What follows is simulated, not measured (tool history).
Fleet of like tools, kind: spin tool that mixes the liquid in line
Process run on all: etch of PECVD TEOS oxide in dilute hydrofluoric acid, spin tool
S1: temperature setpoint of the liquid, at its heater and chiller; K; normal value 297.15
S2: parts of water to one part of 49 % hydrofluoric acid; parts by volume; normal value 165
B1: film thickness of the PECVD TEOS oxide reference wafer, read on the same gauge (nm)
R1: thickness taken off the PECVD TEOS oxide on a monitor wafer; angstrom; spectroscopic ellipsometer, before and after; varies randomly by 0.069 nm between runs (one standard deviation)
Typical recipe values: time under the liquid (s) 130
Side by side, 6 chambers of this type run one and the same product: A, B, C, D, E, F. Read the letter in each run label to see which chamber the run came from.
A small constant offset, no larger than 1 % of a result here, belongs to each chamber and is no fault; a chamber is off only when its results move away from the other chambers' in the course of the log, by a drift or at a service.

-- hour=3.9 chamber C: hydrofluoric acid flow meter replaced
run 1D hour=9.6 | S1=297.15 S2=165 time_under_the_liquid_(s)=130 | B1=60.025 | R1=144.15
run 2B hour=16.1 | S1=297.15 S2=165 time_under_the_liquid_(s)=130 | B1=59.983 | R1=144.09
run 3A hour=28.5 | S1=297.15 S2=165 time_under_the_liquid_(s)=130 | B1=59.999 | R1=142.44
run 4F hour=42 | S1=297.15 S2=165 time_under_the_liquid_(s)=130 | B1=60.002 | R1=144.18
-- hour=45 chamber D: hydrofluoric acid flow meter replaced
-- hour=50.5 chamber E: hydrofluoric acid flow meter replaced
run 5E hour=52.4 | S1=297.15 S2=165 time_under_the_liquid_(s)=130 | B1=60.038 | R1=143.3
run 6C hour=60 | S1=297.15 S2=165 time_under_the_liquid_(s)=130 | B1=60.009 | R1=144.02
run 7B hour=67.7 | S1=297.15 S2=165 time_under_the_liquid_(s)=130 | B1=60.025 | R1=142.44
run 8A hour=81.2 | S1=297.15 S2=165 time_under_the_liquid_(s)=180 | B1=59.983 | R1=198.07
run 9F hour=93.2 | S1=297.15 S2=165 time_under_the_liquid_(s)=180 | B1=59.997 | R1=198.48
run 10C hour=102.8 | S1=297.15 S2=165 time_under_the_liquid_(s)=180 | B1=59.992 | R1=198.2
run 11E hour=112.7 | S1=297.15 S2=165 time_under_the_liquid_(s)=180 | B1=59.984 | R1=198.87
run 12D hour=120.2 | S1=297.15 S2=165 time_under_the_liquid_(s)=180 | B1=59.993 | R1=197.93
run 13A hour=130.6 | S1=297.15 S2=165 time_under_the_liquid_(s)=180 | B1=60.005 | R1=199.46
run 14E hour=141.9 | S1=297.15 S2=165 time_under_the_liquid_(s)=130 | B1=59.977 | R1=144.92
run 15C hour=150.6 | S1=297.15 S2=165 time_under_the_liquid_(s)=130 | B1=60.01 | R1=143.91
run 16F hour=163 | S1=297.15 S2=165 time_under_the_liquid_(s)=130 | B1=60.015 | R1=143.72
-- hour=165.4 chamber D: thermometer replaced
run 17B hour=173.4 | S1=297.15 S2=165 time_under_the_liquid_(s)=130 | B1=60.027 | R1=143.67
run 18D hour=184 | S1=297.15 S2=235 time_under_the_liquid_(s)=130 | B1=60 | R1=95.112
run 19D hour=197.8 | S1=297.15 S2=235 time_under_the_liquid_(s)=130 | B1=60.014 | R1=94.005
run 20B hour=208.3 | S1=297.15 S2=235 time_under_the_liquid_(s)=130 | B1=59.996 | R1=93.048
run 21F hour=216 | S1=297.15 S2=235 time_under_the_liquid_(s)=130 | B1=60.008 | R1=92.936
run 22E hour=224.2 | S1=297.15 S2=235 time_under_the_liquid_(s)=130 | B1=59.965 | R1=92.877
run 23C hour=232 | S1=297.15 S2=235 time_under_the_liquid_(s)=130 | B1=59.995 | R1=93.767
run 24A hour=241.7 | S1=297.15 S2=205 time_under_the_liquid_(s)=180 | B1=59.979 | R1=153.18
run 25B hour=253.9 | S1=297.15 S2=205 time_under_the_liquid_(s)=180 | B1=60.017 | R1=151.55
run 26D hour=266.3 | S1=297.15 S2=205 time_under_the_liquid_(s)=180 | B1=59.983 | R1=155.01
run 27E hour=276.4 | S1=297.15 S2=205 time_under_the_liquid_(s)=180 | B1=60.012 | R1=153.87
-- hour=282.9 chamber B: thermometer replaced
run 28A hour=286 | S1=297.15 S2=205 time_under_the_liquid_(s)=180 | B1=60.007 | R1=153.07
run 29C hour=296.7 | S1=297.15 S2=205 time_under_the_liquid_(s)=180 | B1=60.007 | R1=154.11
run 30F hour=303.8 | S1=297.15 S2=165 time_under_the_liquid_(s)=130 | B1=59.966 | R1=144.2
run 31C hour=313.7 | S1=297.15 S2=165 time_under_the_liquid_(s)=130 | B1=60.007 | R1=143.93
run 32D hour=321.4 | S1=297.15 S2=165 time_under_the_liquid_(s)=130 | B1=60.017 | R1=144.91
-- hour=331.3 chamber F: hydrofluoric acid flow meter replaced
run 33F hour=331.7 | S1=301.65 S2=165 time_under_the_liquid_(s)=130 | B1=59.986 | R1=169.08
run 34B hour=343.1 | S1=301.65 S2=165 time_under_the_liquid_(s)=130 | B1=60.012 | R1=168.78
run 35A hour=349.4 | S1=301.65 S2=165 time_under_the_liquid_(s)=130 | B1=60.006 | R1=168.26
run 36E hour=359.7 | S1=301.65 S2=165 time_under_the_liquid_(s)=130 | B1=60 | R1=169.11

Next, all 6 chambers run the settings below, one line each with question marks for the results. What does each chamber give?
run 37A hour=369.6 | S1=297.15 S2=165 time_under_the_liquid_(s)=170 | R1=?
run 37B hour=369.6 | S1=297.15 S2=165 time_under_the_liquid_(s)=170 | R1=?
run 37C hour=369.6 | S1=297.15 S2=165 time_under_the_liquid_(s)=170 | R1=?
run 37D hour=369.6 | S1=297.15 S2=165 time_under_the_liquid_(s)=170 | R1=?
run 37E hour=369.6 | S1=297.15 S2=165 time_under_the_liquid_(s)=170 | R1=?
run 37F hour=369.6 | S1=297.15 S2=165 time_under_the_liquid_(s)=170 | R1=?

run=37A R1=187.34
run=37B R1=186.44
run=37C R1=188.69
run=37D R1=187.97
run=37E R1=188.02
run=37F R1=188.26
